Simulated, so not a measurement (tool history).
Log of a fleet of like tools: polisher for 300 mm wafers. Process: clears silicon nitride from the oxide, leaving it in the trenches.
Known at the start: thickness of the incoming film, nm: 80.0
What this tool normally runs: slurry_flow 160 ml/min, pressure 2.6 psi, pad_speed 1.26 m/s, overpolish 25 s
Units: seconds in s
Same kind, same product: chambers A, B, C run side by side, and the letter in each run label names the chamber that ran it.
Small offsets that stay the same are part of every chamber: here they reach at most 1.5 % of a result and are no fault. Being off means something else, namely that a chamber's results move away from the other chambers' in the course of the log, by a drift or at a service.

run,hour,slurry_flow,pressure,pad_speed,overpolish,seconds
1C,3.6,160,2.6,1.26,25,61.76
2B,11.4,160,2.6,1.26,25,62.007
3A,14.9,160,2.6,1.26,25,61.19
4A,19.9,160,2.6,1.26,25,61.506
# hour 20.3: chamber C: worn pad replaced by a new one
# hour 23.8: chamber C: slurry nozzle cleaned
5B,23.8,125,2.6,1.6,25,51.483
6C,28.1,125,2.6,1.6,25,51.182
# hour 29.6: chamber B: worn pad replaced by a new one
# hour 34.6: chamber C: head pressure recalibrated
7A,35.4,125,2.6,1.6,25,52.005
8C,42.9,160,2.6,1.26,25,62.02
9B,51,160,2.6,1.26,25,62.855
10B,58.2,160,2.6,1.26,25,61.246
11C,62.3,160,2.6,1.26,25,62.176
# hour 62.8: chamber A: head pressure recalibrated
12A,70.5,160,2.6,1.26,25,63.658
13B,78.7,160,2.6,1.26,25,62.465
# hour 79.1: chamber A: worn pad replaced by a new one
14A,83.7,160,2.6,1.26,25,63.503
15C,87.5,160,2.6,1.26,25,62.218
16B,91.2,160,2.6,1.26,25,61.941
# hour 97.5: chamber C: worn pad replaced by a new one
17A,97.8,160,2.6,1.26,25,62.991
18C,102.6,160,2.6,1.26,25,62.109
# hour 107.4: chamber B: worn pad replaced by a new one
19A,108.2,160,2.6,1.26,25,63.167
20B,116.1,160,2.6,1.26,25,61.774
21C,122.4,160,2.6,1.26,25,62.658
22B,130.4,160,2.6,1.26,25,62.162
23A,136.3,160,3.4,1.26,25,50.774
24C,143.2,160,3.4,1.26,25,47.779
25A,148.8,160,3.4,1.26,25,49.801
26B,155.6,160,2.6,1.26,25,61.601
27C,160.1,200,2.6,1.26,25,60.787
28B,164.7,200,2.6,1.26,25,60.996
29A,172.7,200,2.6,1.26,25,63.371
30C,179.5,160,2.6,1.26,25,62.732
# hour 183.8: chamber C: worn pad replaced by a new one
31C,186.7,160,2.6,1.26,25,62.808
32A,194.9,175,2.6,1.26,25,66.739
# hour 195: chamber B: worn pad replaced by a new one
# hour 195: chamber A: worn pad replaced by a new one
33B,202.7,175,2.6,1.26,25,60.674
34B,209,175,2.6,1.26,25,60.931
35C,213.8,160,2.6,1.26,25,62.409
36A,218.7,160,2.6,1.26,25,68.889
37A,223.8,160,2.6,1.26,25,68.868
38B,227.4,160,2.6,1.26,25,62.109

Next, all 3 chambers run the settings below, one line each with question marks for the results. What does each chamber give?
39A,233.3,160,2.6,1.26,25,?
39B,233.3,160,2.6,1.26,25,?
39C,233.3,160,2.6,1.26,25,?

run,seconds
39A,68.581
39B,62.233
39C,63.416
